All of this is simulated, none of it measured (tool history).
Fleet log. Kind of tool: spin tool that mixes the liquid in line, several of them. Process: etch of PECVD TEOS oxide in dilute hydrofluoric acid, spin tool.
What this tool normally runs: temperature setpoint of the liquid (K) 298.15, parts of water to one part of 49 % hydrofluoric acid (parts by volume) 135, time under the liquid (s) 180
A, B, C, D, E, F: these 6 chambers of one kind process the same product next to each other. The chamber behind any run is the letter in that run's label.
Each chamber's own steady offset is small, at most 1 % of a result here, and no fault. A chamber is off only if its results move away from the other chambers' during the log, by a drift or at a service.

run	hour	temperature setpoint of the liquid (K)	parts of water to one part of 49 % hydrofluoric acid (parts by volume)	time under the liquid (s)	hours since the thermometer was replaced	hours since the hydrofluoric acid flow meter was replaced	read-back film thickness of the PECVD TEOS oxide reference wafer, read on the same gauge (nm)	thickness taken off the PECVD TEOS oxide on a monitor wafer (nm)
1E	2.8	298.15	135	180	179.7	405.8	149.98	38.203
2B	8.4	298.15	135	180	291.1	749.7	150.01	38.23
3A	12.5	298.15	135	180	541.8	367.6	150	37.799
4F	17.4	298.15	135	180	1408.4	627.4	150.02	37.828
5D	20.6	298.15	135	180	2122	283.6	150.01	37.601
6C	26.3	298.15	135	180	96.8	1526.7	150	37.52
7D	30.6	298.15	135	180	2132	293.6	149.99	37.931
8A	34.9	298.15	135	180	564.2	390	149.99	37.22
9B	38.7	298.15	135	180	321.4	780	150	37.469
# hour 41: chamber A: thermometer replaced
10F	43.8	298.15	135	180	1434.8	653.8	149.99	37.894
11C	47.7	298.15	135	180	118.2	1548.1	150.01	38.506
12E	52.2	298.15	135	180	229.1	455.2	149.97	37.755
13E	56.6	298.15	135	180	233.5	459.6	150	38.091
14B	60.5	298.15	135	180	343.2	801.8	149.99	37.853
15D	65.2	298.15	135	180	2166.6	328.2	150.01	37.43
16C	71.1	298.15	135	180	141.6	1571.5	149.98	38.059
17F	75.7	298.15	135	180	1466.7	685.7	150	37.703
18A	80.6	298.15	135	180	39.7	435.7	150.01	37.782
19B	85.7	298.15	165	180	368.4	827	150	29.509
20C	90.9	298.15	165	180	161.4	1591.3	150.02	30.09
21A	94.6	298.15	165	180	53.7	449.7	150.01	29.798
22D	97.3	298.15	165	180	2198.7	360.3	150	29.928
23F	102.3	298.15	165	180	1493.3	712.3	150.01	29.653
24E	106.5	298.15	165	180	283.4	509.5	150.01	29.987
25C	112.3	298.15	70	255	182.8	1612.7	149.99	113.79
26F	116.1	298.15	70	255	1507.1	726.1	149.99	113.25
27A	121.3	298.15	70	255	80.4	476.4	150.04	110.92
28E	127.2	298.15	70	255	304.1	530.2	149.98	113.83
29D	130.6	298.15	70	255	2232	393.6	149.99	110.49
30B	136.2	298.15	70	255	418.9	877.5	150.01	105.38
31B	139	298.15	135	180	421.7	880.3	150.02	36.437
32F	144	298.15	135	180	1535	754	150	37.223
33C	146.6	298.15	135	180	217.1	1647	150.01	37.936
34A	152.3	298.15	70	95	111.4	507.4	149.99	41.353
35D	157	298.15	70	95	2258.4	420	149.98	40.871
36E	160.2	298.15	70	95	337.1	563.2	149.99	42.368
37C	164	298.15	70	95	234.5	1664.4	150	42.024
38F	169.8	298.15	70	95	1560.8	779.8	150.03	42.07
39E	175.4	298.15	70	95	352.3	578.4	149.99	42.311
40A	179.3	298.15	135	180	138.4	534.4	149.99	37.553
41D	182.8	298.15	135	180	2284.2	445.8	150.02	37.356
42B	187.4	298.15	200	120	470.1	928.7	149.98	14.961

One chamber off, gauge drift, or nothing amiss beyond the chambers' own small offsets? If it is a chamber, which one, and what is the likeliest cause?

Chamber B drifts away from the others.
What lies behind it: liquid colder than its thermometer reads (K) = 1.54.
With only this log, it may be confused with: hydrofluoric acid flow below the setpoint (%).

Below are 4 candidate recipes for chamber B's next run, each the usual settings with a change, their results shown as question marks. Which of them brings B's results back in line with what the other chambers give on the usual settings?
In line here means within this much of the mean the other chambers give on the usual settings: thickness taken off the PECVD TEOS oxide on a monitor wafer (nm) 0.95
43B-1	191.6	298.15	135	200				?
43B-2	191.6	296.65	135	180				?
43B-3	191.6	298.15	150	180				?
43B-4	191.6	298.15	135	190				?

What the other chambers average on the usual settings: thickness taken off the PECVD TEOS oxide on a monitor wafer (nm) 37.735
run	thickness taken off the PECVD TEOS oxide on a monitor wafer (nm)
43B-1	39.658
43B-2	33.618
43B-3	31.635
43B-4	37.676
43B-4 brings the chamber back in line.
